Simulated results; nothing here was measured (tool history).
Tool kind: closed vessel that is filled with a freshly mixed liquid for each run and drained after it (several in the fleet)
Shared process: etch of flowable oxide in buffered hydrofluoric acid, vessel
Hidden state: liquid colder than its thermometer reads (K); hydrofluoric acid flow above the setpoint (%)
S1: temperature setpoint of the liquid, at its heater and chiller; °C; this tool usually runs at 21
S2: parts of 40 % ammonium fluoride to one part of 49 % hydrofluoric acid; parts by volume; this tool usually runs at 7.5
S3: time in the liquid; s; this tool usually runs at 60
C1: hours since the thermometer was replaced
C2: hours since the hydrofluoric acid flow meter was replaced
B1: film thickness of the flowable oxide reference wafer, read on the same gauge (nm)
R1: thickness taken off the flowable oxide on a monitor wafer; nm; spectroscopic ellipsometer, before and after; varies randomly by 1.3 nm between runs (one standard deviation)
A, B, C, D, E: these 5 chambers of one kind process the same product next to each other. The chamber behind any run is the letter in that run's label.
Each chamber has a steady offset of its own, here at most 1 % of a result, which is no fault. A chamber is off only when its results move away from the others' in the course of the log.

run     day  S1   S2  S3      C1      C2      B1      R1
 1E   0.629  21  7.5  60   616.6   549.3  90.005   281.8
      1.175  -- chamber D: thermometer replaced
 2D   1.258  21  7.5  60     2.1   140.8  89.986  281.52
      1.696  -- chamber B: thermometer replaced
 3A   1.721  21  7.5  60   707.9     218  89.995  281.77
 4B   2.275  21  7.5  60      14     407  90.009  279.67
 5C   2.875  21  7.5  60   802.5  1675.9  89.992  282.95
 6E   3.412  21  7.5  60   683.4   616.1  89.984  281.54
 7C   4.042  21  7.5  60   830.5  1703.9  89.994   283.6
 8A   4.554  21  7.5  60   775.9     286  90.001  280.51
 9D   5.208  21  7.5  60    96.9   235.6  89.986  280.11
10B   5.742  21  7.5  60    97.2   490.2  89.987  277.54
11A   6.075  21  7.5  60   812.4   322.5  89.981  283.62
12D   6.404  21  7.5  60   125.6   264.3  90.013   281.6
13C   6.988  21    5  30   901.2  1774.6  89.998  204.35
14B   7.433  21    5  30   137.8   530.8  90.004  202.22
15E   7.725  21    5  30   786.9   719.6  89.989  203.12
16D   8.188  21    5  30   168.4   307.1  90.009  202.35
17B   8.817  21    5  30     171     564  89.997   203.1
18E   9.125  21  5.5  60   820.5   753.2  90.016  370.37
19C   9.579  21  5.5  60   963.4  1836.8  90.015  377.18
20A  10.008  21  5.5  60   906.8   416.9  89.993  371.62
21A  10.408  21  5.5  60   916.4   426.5  89.982  369.91
     10.871  -- chamber E: thermometer replaced
22C  10.888  21  5.5  60   994.8  1868.2  89.997  376.87
23B  11.179  21  7.5  60   227.7   620.7  90.027  280.11
24E  11.646  25  5.5  60    18.6   813.7  89.981  463.83
25D  12.283  25  5.5  60   266.7   405.4  89.992  469.43
26B    12.6  25  5.5  60   261.8   654.8      90  464.29
27E  13.025  25  5.5  60    51.7   846.8  89.999  463.23
28A  13.542  25  5.5  60   991.6   501.7  90.015   460.8
29D  14.158  21  7.5  60   311.7   450.4  89.999  280.74
30C  14.621  21  7.5  60  1084.4  1957.8  89.979   282.2
31C  14.908  17  7.5  30  1091.3  1964.7   89.98  113.52
32D  15.388  17  7.5  30   341.2   479.9  89.994   111.4
33E  15.938  17  7.5  30   121.6   916.7  89.965  111.46
34B  16.271  17  7.5  30   349.9   742.9  89.996  112.23
35A  16.742  17  7.5  30  1068.4   578.5  90.021   111.9
36E  17.188  21  7.5  60   151.6   946.7  89.989  281.58

What goes on in this fleet: one chamber off, a drifting gauge, or nothing beyond the chambers' own small offsets? Name the chamber and the cause, if any.

No chamber stands off beyond its own small offset, and the gauge holds steady.

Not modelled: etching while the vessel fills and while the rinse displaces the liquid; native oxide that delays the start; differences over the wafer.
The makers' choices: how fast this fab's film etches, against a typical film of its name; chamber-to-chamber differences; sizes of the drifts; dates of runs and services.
